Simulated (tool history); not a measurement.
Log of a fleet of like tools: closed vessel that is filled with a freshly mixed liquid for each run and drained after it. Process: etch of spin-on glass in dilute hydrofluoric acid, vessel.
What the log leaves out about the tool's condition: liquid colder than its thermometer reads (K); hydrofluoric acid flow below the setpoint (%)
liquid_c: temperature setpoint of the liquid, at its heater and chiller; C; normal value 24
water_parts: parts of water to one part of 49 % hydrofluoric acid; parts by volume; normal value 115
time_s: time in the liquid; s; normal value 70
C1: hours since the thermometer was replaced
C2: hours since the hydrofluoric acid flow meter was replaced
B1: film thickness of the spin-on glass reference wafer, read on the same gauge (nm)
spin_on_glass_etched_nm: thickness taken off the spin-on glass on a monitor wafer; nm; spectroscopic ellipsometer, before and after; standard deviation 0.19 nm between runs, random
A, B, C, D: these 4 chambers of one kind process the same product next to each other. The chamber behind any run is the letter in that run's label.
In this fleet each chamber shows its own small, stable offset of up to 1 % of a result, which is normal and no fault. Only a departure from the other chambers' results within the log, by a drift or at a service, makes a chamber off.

Run 1C, hour 7.3: usual settings; C1 148.5; C2 810.7; B1 80.01. Result: spin_on_glass_etched_nm 30.382 nm.
Run 2A, hour 11.2: usual settings; C1 537.9; C2 80.1; B1 79.991. Result: spin_on_glass_etched_nm 30.479 nm.
Run 3B, hour 17.7: usual settings; C1 497.1; C2 951.3; B1 79.991. Result: spin_on_glass_etched_nm 30.053 nm.
At hour 19.6: chamber D: thermometer replaced.
Run 4D, hour 23.9: usual settings; C1 4.4; C2 328.8; B1 80.01. Result: spin_on_glass_etched_nm 30.529 nm.
Run 5A, hour 30.7: usual settings; C1 557.4; C2 99.6; B1 80.004. Result: spin_on_glass_etched_nm 30.583 nm.
Run 6C, hour 37.2: usual settings but liquid_c 28 C; C1 178.4; C2 840.6; B1 79.992. Result: spin_on_glass_etched_nm 35.163 nm.
Run 7B, hour 41.4: usual settings but liquid_c 28 C; C1 520.8; C2 975; B1 79.997. Result: spin_on_glass_etched_nm 35.278 nm.
Run 8D, hour 48.8: usual settings but liquid_c 28 C; C1 29.3; C2 353.7; B1 79.99. Result: spin_on_glass_etched_nm 35.47 nm.
Run 9A, hour 55.6: usual settings but liquid_c 28 C; C1 582.3; C2 124.5; B1 80.016. Result: spin_on_glass_etched_nm 35.305 nm.
Run 10C, hour 59.5: usual settings; C1 200.7; C2 862.9; B1 79.998. Result: spin_on_glass_etched_nm 30.345 nm.
Run 11D, hour 67.2: usual settings; C1 47.7; C2 372.1; B1 80.018. Result: spin_on_glass_etched_nm 30.563 nm.
Run 12B, hour 72.9: usual settings; C1 552.3; C2 1006.5; B1 79.98. Result: spin_on_glass_etched_nm 30.368 nm.
Run 13B, hour 76.7: usual settings; C1 556.1; C2 1010.3; B1 80.007. Result: spin_on_glass_etched_nm 30.406 nm.
Run 14A, hour 84: usual settings; C1 610.7; C2 152.9; B1 80.011. Result: spin_on_glass_etched_nm 30.686 nm.
Run 15C, hour 88.3: usual settings; C1 229.5; C2 891.7; B1 80.015. Result: spin_on_glass_etched_nm 29.965 nm.
Run 16D, hour 96.3: usual settings; C1 76.8; C2 401.2; B1 79.99. Result: spin_on_glass_etched_nm 30.704 nm.
Run 17B, hour 104.3: usual settings; C1 583.7; C2 1037.9; B1 80.003. Result: spin_on_glass_etched_nm 30.399 nm.
Run 18D, hour 109.2: usual settings; C1 89.7; C2 414.1; B1 80.015. Result: spin_on_glass_etched_nm 30.42 nm.
Run 19A, hour 114: usual settings; C1 640.7; C2 182.9; B1 80.007. Result: spin_on_glass_etched_nm 30.544 nm.
Run 20C, hour 119.8: usual settings; C1 261; C2 923.2; B1 79.974. Result: spin_on_glass_etched_nm 30.452 nm.
Run 21B, hour 124.4: usual settings but liquid_c 20.5 C; C1 603.8; C2 1058; B1 80.021. Result: spin_on_glass_etched_nm 26.161 nm.
Run 22C, hour 129.2: usual settings but liquid_c 20.5 C; C1 270.4; C2 932.6; B1 79.997. Result: spin_on_glass_etched_nm 26.334 nm.
Run 23A, hour 136: usual settings but liquid_c 20.5 C; C1 662.7; C2 204.9; B1 79.983. Result: spin_on_glass_etched_nm 26.359 nm.
Run 24D, hour 141.5: usual settings but liquid_c 20.5 C; C1 122; C2 446.4; B1 79.99. Result: spin_on_glass_etched_nm 26.829 nm.
Run 25D, hour 146.5: usual settings but liquid_c 20 C; C1 127; C2 451.4; B1 80.014. Result: spin_on_glass_etched_nm 25.961 nm.
Run 26C, hour 154.6: usual settings but liquid_c 20 C; C1 295.8; C2 958; B1 79.986. Result: spin_on_glass_etched_nm 25.97 nm.
Run 27A, hour 160.2: usual settings but liquid_c 20 C; C1 686.9; C2 229.1; B1 79.987. Result: spin_on_glass_etched_nm 26.036 nm.
Run 28B, hour 164.3: usual settings but liquid_c 20 C; C1 643.7; C2 1097.9; B1 79.992. Result: spin_on_glass_etched_nm 25.602 nm.
Run 29A, hour 172.3: usual settings; C1 699; C2 241.2; B1 80.014. Result: spin_on_glass_etched_nm 30.016 nm.
Run 30D, hour 178.6: usual settings but liquid_c 20.5 C; C1 159.1; C2 483.5; B1 79.995. Result: spin_on_glass_etched_nm 26.608 nm.
Run 31B, hour 182.2: usual settings but liquid_c 20.5 C; C1 661.6; C2 1115.8; B1 80.018. Result: spin_on_glass_etched_nm 26.015 nm.
Run 32C, hour 188.5: usual settings but liquid_c 20.5 C; C1 329.7; C2 991.9; B1 80.006. Result: spin_on_glass_etched_nm 26.126 nm.
Run 33C, hour 194.2: usual settings but liquid_c 20.5 C; C1 335.4; C2 997.6; B1 80.011. Result: spin_on_glass_etched_nm 26.339 nm.
Run 34A, hour 198.4: usual settings; C1 725.1; C2 267.3; B1 80.022. Result: spin_on_glass_etched_nm 30.375 nm.
Run 35D, hour 202.8: usual settings; C1 183.3; C2 507.7; B1 79.994. Result: spin_on_glass_etched_nm 30.781 nm.
At hour 206.9: chamber B: hydrofluoric acid flow meter replaced.
Run 36B, hour 209.8: usual settings; C1 689.2; C2 2.9; B1 80.018. Result: spin_on_glass_etched_nm 30.451 nm.
Run 37B, hour 216.5: usual settings; C1 695.9; C2 9.6; B1 80.011. Result: spin_on_glass_etched_nm 30.176 nm.
Run 38D, hour 221.7: usual settings; C1 202.2; C2 526.6; B1 79.989. Result: spin_on_glass_etched_nm 30.891 nm.
Run 39A, hour 227.2: usual settings but water_parts 90 parts by volume, time_s 50 s; C1 753.9; C2 296.1; B1 80.002. Result: spin_on_glass_etched_nm 29.035 nm.
Run 40C, hour 234.7: usual settings but water_parts 90 parts by volume, time_s 50 s; C1 375.9; C2 1038.1; B1 80.001. Result: spin_on_glass_etched_nm 28.539 nm.
Run 41C, hour 239.5: usual settings but water_parts 90 parts by volume, time_s 50 s; C1 380.7; C2 1042.9; B1 80.011. Result: spin_on_glass_etched_nm 28.437 nm.
Run 42A, hour 247.1: usual settings but water_parts 90 parts by volume, time_s 50 s; C1 773.8; C2 316; B1 80.003. Result: spin_on_glass_etched_nm 28.624 nm.
Run 43D, hour 254.9: usual settings; C1 235.4; C2 559.8; B1 79.991. Result: spin_on_glass_etched_nm 30.495 nm.
Run 44B, hour 261.2: usual settings; C1 740.6; C2 54.3; B1 80.013. Result: spin_on_glass_etched_nm 30.306 nm.

One chamber off, gauge drift, or nothing amiss beyond the chambers' own small offsets? If it is a chamber, which one, and what is the likeliest cause?

Neither any chamber nor the gauge drifts; the chambers differ only by their own small, steady offsets.

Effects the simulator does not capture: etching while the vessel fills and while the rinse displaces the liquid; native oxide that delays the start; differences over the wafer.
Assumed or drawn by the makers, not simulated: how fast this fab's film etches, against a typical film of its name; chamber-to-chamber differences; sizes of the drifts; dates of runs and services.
